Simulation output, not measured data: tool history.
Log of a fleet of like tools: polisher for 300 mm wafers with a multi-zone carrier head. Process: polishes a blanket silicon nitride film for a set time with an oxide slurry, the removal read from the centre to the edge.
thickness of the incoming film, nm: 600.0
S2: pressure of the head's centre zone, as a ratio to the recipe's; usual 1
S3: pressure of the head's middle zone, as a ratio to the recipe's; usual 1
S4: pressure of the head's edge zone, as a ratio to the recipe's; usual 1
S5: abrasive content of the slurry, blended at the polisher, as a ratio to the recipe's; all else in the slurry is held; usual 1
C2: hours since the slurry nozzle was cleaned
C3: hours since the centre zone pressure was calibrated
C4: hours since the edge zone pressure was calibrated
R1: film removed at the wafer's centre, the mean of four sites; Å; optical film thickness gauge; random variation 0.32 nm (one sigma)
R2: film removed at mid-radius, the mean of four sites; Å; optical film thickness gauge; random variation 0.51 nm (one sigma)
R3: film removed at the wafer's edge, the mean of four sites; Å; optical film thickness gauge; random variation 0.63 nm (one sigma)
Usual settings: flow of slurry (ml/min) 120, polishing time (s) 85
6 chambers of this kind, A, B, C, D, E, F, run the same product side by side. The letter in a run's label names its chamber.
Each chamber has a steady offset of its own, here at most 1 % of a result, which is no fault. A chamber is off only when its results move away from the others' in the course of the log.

run 1D hour=4.7 | flow_of_slurry_(ml/min)=120 S2=1 S3=1 S4=1 S5=1 polishing_time_(s)=85 | wafers_polished_on_this_pad=270 C2=44 C3=219.9 C4=687 | R1=444.25 R2=438.65 R3=443.02
run 2B hour=9.7 | flow_of_slurry_(ml/min)=120 S2=1 S3=1 S4=1 S5=1 polishing_time_(s)=85 | wafers_polished_on_this_pad=303 C2=103.7 C3=58.6 C4=350.5 | R1=441.03 R2=439.86 R3=446.08
-- hour=10.2 chamber C: slurry nozzle cleaned
run 3E hour=13.9 | flow_of_slurry_(ml/min)=120 S2=1 S3=1 S4=1 S5=1 polishing_time_(s)=85 | wafers_polished_on_this_pad=740 C2=263.3 C3=1154.9 C4=218.6 | R1=446.29 R2=444.72 R3=441.56
-- hour=14.1 chamber D: edge zone pressure recalibrated
run 4A hour=19.4 | flow_of_slurry_(ml/min)=120 S2=1 S3=1 S4=1 S5=1 polishing_time_(s)=85 | wafers_polished_on_this_pad=448 C2=610.6 C3=33.3 C4=580.9 | R1=453.67 R2=445.97 R3=436.29
run 5F hour=25.3 | flow_of_slurry_(ml/min)=120 S2=1 S3=1 S4=1 S5=1 polishing_time_(s)=85 | wafers_polished_on_this_pad=924 C2=103.6 C3=500.3 C4=258.9 | R1=442.24 R2=436.33 R3=449.59
-- hour=28.9 chamber A: worn pad replaced by a new one
-- hour=30.3 chamber C: worn pad replaced by a new one
run 6C hour=30.5 | flow_of_slurry_(ml/min)=120 S2=1 S3=1 S4=1 S5=1 polishing_time_(s)=85 | wafers_polished_on_this_pad=2 C2=20.4 C3=562.5 C4=84.4 | R1=447.74 R2=443.67 R3=449.73
run 7C hour=33.6 | flow_of_slurry_(ml/min)=120 S2=1 S3=1 S4=1 S5=1 polishing_time_(s)=85 | wafers_polished_on_this_pad=31 C2=23.5 C3=565.6 C4=87.5 | R1=438.21 R2=447.08 R3=436.49
run 8F hour=38.8 | flow_of_slurry_(ml/min)=120 S2=1 S3=1 S4=1 S5=1 polishing_time_(s)=85 | wafers_polished_on_this_pad=1050 C2=117.1 C3=513.8 C4=272.4 | R1=445.05 R2=432.5 R3=451.72
run 9E hour=43.1 | flow_of_slurry_(ml/min)=120 S2=1 S3=1 S4=1 S5=0.7 polishing_time_(s)=85 | wafers_polished_on_this_pad=1013 C2=292.5 C3=1184.1 C4=247.8 | R1=378.6 R2=370.82 R3=364.22
run 10B hour=49.3 | flow_of_slurry_(ml/min)=120 S2=1 S3=1 S4=1 S5=0.7 polishing_time_(s)=85 | wafers_polished_on_this_pad=673 C2=143.3 C3=98.2 C4=390.1 | R1=367.49 R2=364.97 R3=383.19
run 11A hour=55.6 | flow_of_slurry_(ml/min)=120 S2=1 S3=1 S4=1 S5=0.7 polishing_time_(s)=85 | wafers_polished_on_this_pad=249 C2=646.8 C3=69.5 C4=617.1 | R1=371.51 R2=378.75 R3=376.78
run 12D hour=58.9 | flow_of_slurry_(ml/min)=120 S2=1 S3=1 S4=1 S5=0.7 polishing_time_(s)=85 | wafers_polished_on_this_pad=776 C2=98.2 C3=274.1 C4=44.8 | R1=370.74 R2=372.34 R3=375.64
run 13F hour=64.6 | flow_of_slurry_(ml/min)=120 S2=1 S3=1 S4=1 S5=0.7 polishing_time_(s)=85 | wafers_polished_on_this_pad=1291 C2=142.9 C3=539.6 C4=298.2 | R1=370.38 R2=368.43 R3=367.55
-- hour=66.8 chamber A: slurry nozzle cleaned
run 14E hour=71.4 | flow_of_slurry_(ml/min)=120 S2=1 S3=1 S4=1 S5=0.7 polishing_time_(s)=85 | wafers_polished_on_this_pad=1277 C2=320.8 C3=1212.4 C4=276.1 | R1=374.28 R2=378.72 R3=371.36
-- hour=74.6 chamber E: centre zone pressure recalibrated
run 15C hour=76.8 | flow_of_slurry_(ml/min)=120 S2=0.89 S3=1.06 S4=1 S5=1 polishing_time_(s)=85 | wafers_polished_on_this_pad=434 C2=66.7 C3=608.8 C4=130.7 | R1=387.73 R2=470.13 R3=438.55
-- hour=79.9 chamber F: worn pad replaced by a new one
run 16B hour=83.4 | flow_of_slurry_(ml/min)=120 S2=0.89 S3=1.06 S4=1 S5=1 polishing_time_(s)=85 | wafers_polished_on_this_pad=991 C2=177.4 C3=132.3 C4=424.2 | R1=389.97 R2=467.52 R3=443.79
-- hour=83.6 chamber B: worn pad replaced by a new one
-- hour=84.8 chamber E: worn pad replaced by a new one
run 17A hour=89.7 | flow_of_slurry_(ml/min)=120 S2=0.89 S3=1.06 S4=1 S5=1 polishing_time_(s)=85 | wafers_polished_on_this_pad=567 C2=22.9 C3=103.6 C4=651.2 | R1=393.32 R2=481.05 R3=449.08
-- hour=89.8 chamber D: centre zone pressure recalibrated
run 18D hour=94.6 | flow_of_slurry_(ml/min)=120 S2=0.89 S3=1.06 S4=1 S5=1 polishing_time_(s)=85 | wafers_polished_on_this_pad=1109 C2=133.9 C3=4.9 C4=80.5 | R1=395.1 R2=458.68 R3=442.53
run 19D hour=97.9 | flow_of_slurry_(ml/min)=120 S2=0.89 S3=1.06 S4=1 S5=1 polishing_time_(s)=85 | wafers_polished_on_this_pad=1140 C2=137.2 C3=8.2 C4=83.8 | R1=389.31 R2=463.73 R3=450.49
-- hour=101.4 chamber A: worn pad replaced by a new one
run 20C hour=101.6 | flow_of_slurry_(ml/min)=120 S2=0.89 S3=1.06 S4=1 S5=1 polishing_time_(s)=85 | wafers_polished_on_this_pad=666 C2=91.5 C3=633.6 C4=155.5 | R1=385.35 R2=458.42 R3=440.8
-- hour=104.2 chamber D: worn pad replaced by a new one
-- hour=104.5 chamber C: worn pad replaced by a new one
run 21E hour=105.4 | flow_of_slurry_(ml/min)=80 S2=1 S3=1 S4=1 S5=1 polishing_time_(s)=68 | wafers_polished_on_this_pad=193 C2=354.8 C3=30.8 C4=310.1 | R1=309.89 R2=322.7 R3=329.35
run 22F hour=111.1 | flow_of_slurry_(ml/min)=80 S2=1 S3=1 S4=1 S5=1 polishing_time_(s)=68 | wafers_polished_on_this_pad=291 C2=189.4 C3=586.1 C4=344.7 | R1=307.49 R2=321.95 R3=326.85
run 23B hour=115.7 | flow_of_slurry_(ml/min)=80 S2=1 S3=1 S4=1 S5=1 polishing_time_(s)=68 | wafers_polished_on_this_pad=300 C2=209.7 C3=164.6 C4=456.5 | R1=309.47 R2=317.34 R3=333.89
run 24A hour=120.3 | flow_of_slurry_(ml/min)=80 S2=1 S3=1 S4=1 S5=1 polishing_time_(s)=68 | wafers_polished_on_this_pad=176 C2=53.5 C3=134.2 C4=681.8 | R1=314.84 R2=322.64 R3=325.59
run 25A hour=124.7 | flow_of_slurry_(ml/min)=80 S2=1 S3=1 S4=1 S5=1 polishing_time_(s)=68 | wafers_polished_on_this_pad=217 C2=57.9 C3=138.6 C4=686.2 | R1=315.05 R2=318.73 R3=332.55
run 26D hour=130.1 | flow_of_slurry_(ml/min)=80 S2=1 S3=1 S4=1 S5=1 polishing_time_(s)=68 | wafers_polished_on_this_pad=242 C2=169.4 C3=40.4 C4=116 | R1=313.45 R2=312.73 R3=330.27
run 27C hour=133.1 | flow_of_slurry_(ml/min)=120 S2=1 S3=1 S4=1 S5=1 polishing_time_(s)=85 | wafers_polished_on_this_pad=267 C2=123 C3=665.1 C4=187 | R1=444.92 R2=442.02 R3=439.33
run 28E hour=136.9 | flow_of_slurry_(ml/min)=120 S2=1 S3=1 S4=1 S5=1 polishing_time_(s)=85 | wafers_polished_on_this_pad=487 C2=386.3 C3=62.3 C4=341.6 | R1=447.21 R2=442.33 R3=444.62
run 29F hour=141.9 | flow_of_slurry_(ml/min)=120 S2=1 S3=1 S4=1 S5=1 polishing_time_(s)=85 | wafers_polished_on_this_pad=579 C2=220.2 C3=616.9 C4=375.5 | R1=439.16 R2=445.02 R3=427.56
run 30B hour=145.2 | flow_of_slurry_(ml/min)=120 S2=1 S3=1 S4=1 S5=1 polishing_time_(s)=85 | wafers_polished_on_this_pad=575 C2=239.2 C3=194.1 C4=486 | R1=441.2 R2=430.56 R3=450.64
run 31A hour=151 | flow_of_slurry_(ml/min)=145 S2=0.92 S3=1 S4=1 S5=1 polishing_time_(s)=85 | wafers_polished_on_this_pad=462 C2=84.2 C3=164.9 C4=712.5 | R1=425 R2=460.89 R3=457.85
-- hour=151.5 chamber F: slurry nozzle cleaned
run 32C hour=156.7 | flow_of_slurry_(ml/min)=145 S2=0.92 S3=1 S4=1 S5=1 polishing_time_(s)=85 | wafers_polished_on_this_pad=487 C2=146.6 C3=688.7 C4=210.6 | R1=420.81 R2=458.18 R3=460.61
run 33D hour=161.6 | flow_of_slurry_(ml/min)=145 S2=0.92 S3=1 S4=1 S5=1 polishing_time_(s)=85 | wafers_polished_on_this_pad=536 C2=200.9 C3=71.9 C4=147.5 | R1=421.17 R2=459.58 R3=460.99
-- hour=162 chamber A: worn pad replaced by a new one
run 34E hour=166.1 | flow_of_slurry_(ml/min)=145 S2=0.92 S3=1 S4=1 S5=1 polishing_time_(s)=85 | wafers_polished_on_this_pad=759 C2=415.5 C3=91.5 C4=370.8 | R1=425.52 R2=464.57 R3=462.88
run 35F hour=170.7 | flow_of_slurry_(ml/min)=145 S2=0.92 S3=1 S4=1 S5=1 polishing_time_(s)=85 | wafers_polished_on_this_pad=848 C2=19.2 C3=645.7 C4=404.3 | R1=417.22 R2=461.25 R3=462.87
run 36B hour=173.7 | flow_of_slurry_(ml/min)=145 S2=0.92 S3=1 S4=1 S5=1 polishing_time_(s)=85 | wafers_polished_on_this_pad=841 C2=267.7 C3=222.6 C4=514.5 | R1=426.78 R2=461.86 R3=447.94
run 37D hour=176.9 | flow_of_slurry_(ml/min)=120 S2=1.09 S3=0.94 S4=1 S5=1 polishing_time_(s)=85 | wafers_polished_on_this_pad=679 C2=216.2 C3=87.2 C4=162.8 | R1=489.86 R2=420.33 R3=437.35
run 38A hour=180.9 | flow_of_slurry_(ml/min)=120 S2=1.09 S3=0.94 S4=1 S5=1 polishing_time_(s)=85 | wafers_polished_on_this_pad=176 C2=114.1 C3=194.8 C4=742.4 | R1=489.89 R2=424.91 R3=439
run 39C hour=187.6 | flow_of_slurry_(ml/min)=120 S2=1.09 S3=0.94 S4=1 S5=1 polishing_time_(s)=85 | wafers_polished_on_this_pad=776 C2=177.5 C3=719.6 C4=241.5 | R1=482.03 R2=415.32 R3=452.97

All 6 chambers run these settings next. Forecast each chamber's results:
run 40A hour=192.6 | flow_of_slurry_(ml/min)=120 S2=1.06 S3=1 S4=1 S5=1 polishing_time_(s)=85 | R1=? R2=? R3=?
run 40B hour=192.6 | flow_of_slurry_(ml/min)=120 S2=1.06 S3=1 S4=1 S5=1 polishing_time_(s)=85 | R1=? R2=? R3=?
run 40C hour=192.6 | flow_of_slurry_(ml/min)=120 S2=1.06 S3=1 S4=1 S5=1 polishing_time_(s)=85 | R1=? R2=? R3=?
run 40D hour=192.6 | flow_of_slurry_(ml/min)=120 S2=1.06 S3=1 S4=1 S5=1 polishing_time_(s)=85 | R1=? R2=? R3=?
run 40E hour=192.6 | flow_of_slurry_(ml/min)=120 S2=1.06 S3=1 S4=1 S5=1 polishing_time_(s)=85 | R1=? R2=? R3=?
run 40F hour=192.6 | flow_of_slurry_(ml/min)=120 S2=1.06 S3=1 S4=1 S5=1 polishing_time_(s)=85 | R1=? R2=? R3=?

run=40A R1=483.12 R2=444.04 R3=452.34
run=40B R1=472.14 R2=446.51 R3=448.72
run=40C R1=471.23 R2=450.54 R3=455.2
run=40D R1=475.01 R2=438.77 R3=451.9
run=40E R1=480.65 R2=442.16 R3=432.77
run=40F R1=464.96 R2=442.97 R3=434.82
